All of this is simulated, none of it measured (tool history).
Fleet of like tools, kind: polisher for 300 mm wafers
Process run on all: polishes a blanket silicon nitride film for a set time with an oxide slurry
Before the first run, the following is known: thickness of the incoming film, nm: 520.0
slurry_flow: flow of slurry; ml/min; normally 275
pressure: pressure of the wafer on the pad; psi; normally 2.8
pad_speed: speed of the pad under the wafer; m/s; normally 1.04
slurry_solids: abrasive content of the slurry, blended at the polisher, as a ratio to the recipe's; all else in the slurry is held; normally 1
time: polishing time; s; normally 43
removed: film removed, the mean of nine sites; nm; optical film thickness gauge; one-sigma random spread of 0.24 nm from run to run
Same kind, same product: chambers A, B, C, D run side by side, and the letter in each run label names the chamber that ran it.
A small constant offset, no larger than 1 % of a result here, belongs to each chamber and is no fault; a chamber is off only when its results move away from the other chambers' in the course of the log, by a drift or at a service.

run   hour  slurry_flow  pressure  pad_speed  slurry_solids  time  removed
      11.8  -- chamber B: conditioning disc replaced and pad reconditioned
 1D   12.3          275       2.8       1.04              1    43   21.218
      23.8  -- chamber C: slurry blender recalibrated
 2A   25.1          275       2.8       1.04              1    43   21.111
      36.4  -- chamber D: worn pad replaced by a new one
 3B   37.3          275       2.8       1.04              1    43   21.568
      40.9  -- chamber C: head pressure recalibrated
        45  -- chamber A: slurry nozzle cleaned
 4C   45.9          275       2.8       1.04              1    43   21.781
      51.5  -- chamber B: worn pad replaced by a new one
 5C   55.9          275       2.8       1.04              1    43   21.378
      65.8  -- chamber A: worn pad replaced by a new one
 6D   66.4          275       2.8       1.04              1    43   21.213
      75.3  -- chamber B: slurry blender recalibrated
      76.4  -- chamber A: head pressure recalibrated
 7A   79.1          275       2.8       1.04              1    43   21.507
 8B   92.5          275       2.8       1.04              1    43   21.539
      99.4  -- chamber D: slurry nozzle cleaned
 9B   99.8          275       2.8       1.04              1    43   21.606
     101.6  -- chamber B: slurry nozzle cleaned
     106.3  -- chamber D: worn pad replaced by a new one
10C  108.1          310       2.8       1.04              1    43   21.691
11A  121.2          310       2.8       1.04              1    43   21.379
       127  -- chamber A: slurry blender recalibrated
12D  130.5          310       2.8       1.04              1    43   22.071
     136.4  -- chamber A: worn pad replaced by a new one
13B  144.1          310       2.8       1.04              1    43   22.167
       155  -- chamber B: worn pad replaced by a new one
14C  155.5          275       2.8       1.04              1    43   21.374
       168  -- chamber D: worn pad replaced by a new one
15D  168.4          275       2.4       1.04              1    43   18.443
     168.8  -- chamber C: conditioning disc replaced and pad reconditioned
16A  178.1          275       2.4       1.04              1    43   18.205
     187.9  -- chamber D: conditioning disc replaced and pad reconditioned
17A    190          275       2.4       1.04              1    43   18.455
18D  201.6          275       2.4       1.04              1    43   18.069
     208.5  -- chamber A: worn pad replaced by a new one
     209.9  -- chamber C: slurry blender recalibrated
19B  211.7          275       2.8       1.04              1    43   21.692
20C  221.4          275       2.8       1.04              1    43   20.447
     230.2  -- chamber D: worn pad replaced by a new one
21C  231.6          275       2.8       1.04              1    43   20.064
     239.9  -- chamber B: slurry blender recalibrated
22D  239.9          235       2.8       1.04              1    43   21.343
     249.6  -- chamber A: slurry blender recalibrated
23B  250.2          235       2.8       1.04              1    43   20.927
24A  257.1          235       2.8       1.04              1    43    20.88
     265.6  -- chamber C: slurry nozzle cleaned
25C    271          235       2.8       1.04              1    43    19.41
     274.9  -- chamber B: worn pad replaced by a new one
26B  280.2          275       2.8       1.04              1    43   20.959
     292.3  -- chamber D: worn pad replaced by a new one
27D    293          275       2.8       1.04              1    43   21.384
     295.9  -- chamber A: worn pad replaced by a new one
28A  299.4          275       2.8       1.04              1    43   21.088
29B  310.9          275       2.8       1.04              1    43   21.339
30C  321.2          275       2.8       0.88              1    43   17.075

Is one chamber off against the others, does the gauge drift, or is nothing wrong? If a chamber is off, say which, and what the likeliest cause is.

Chamber C drifts away from the others.
What lies behind it: removal rate lost through wear of the pad, % = 11.1.
With only this log, it may be confused with: head's pressure below its setpoint, %.

Below are 4 candidate recipes for chamber C's next run, each the usual settings with a change, their results shown as question marks. Which of them brings C's results back in line with what the other chambers give on the usual settings?
Allowed miss from the other chambers' usual-settings mean, per result, to count as in line: removed 0.83 nm
31C-1  331.1          255       2.8       1.04            0.8    43        ?
31C-2  331.1          275       2.9       1.08              1    45        ?
31C-3  331.1          275       3.4       1.04              1    43        ?
31C-4  331.1          270       2.8       0.84              1    43        ?

What the other chambers average on the usual settings: removed 21.371 nm
  run  removed
31C-1   17.288
31C-2   21.618
31C-3   23.495
31C-4   16.282
31C-2 puts the chamber back in line with the other chambers.

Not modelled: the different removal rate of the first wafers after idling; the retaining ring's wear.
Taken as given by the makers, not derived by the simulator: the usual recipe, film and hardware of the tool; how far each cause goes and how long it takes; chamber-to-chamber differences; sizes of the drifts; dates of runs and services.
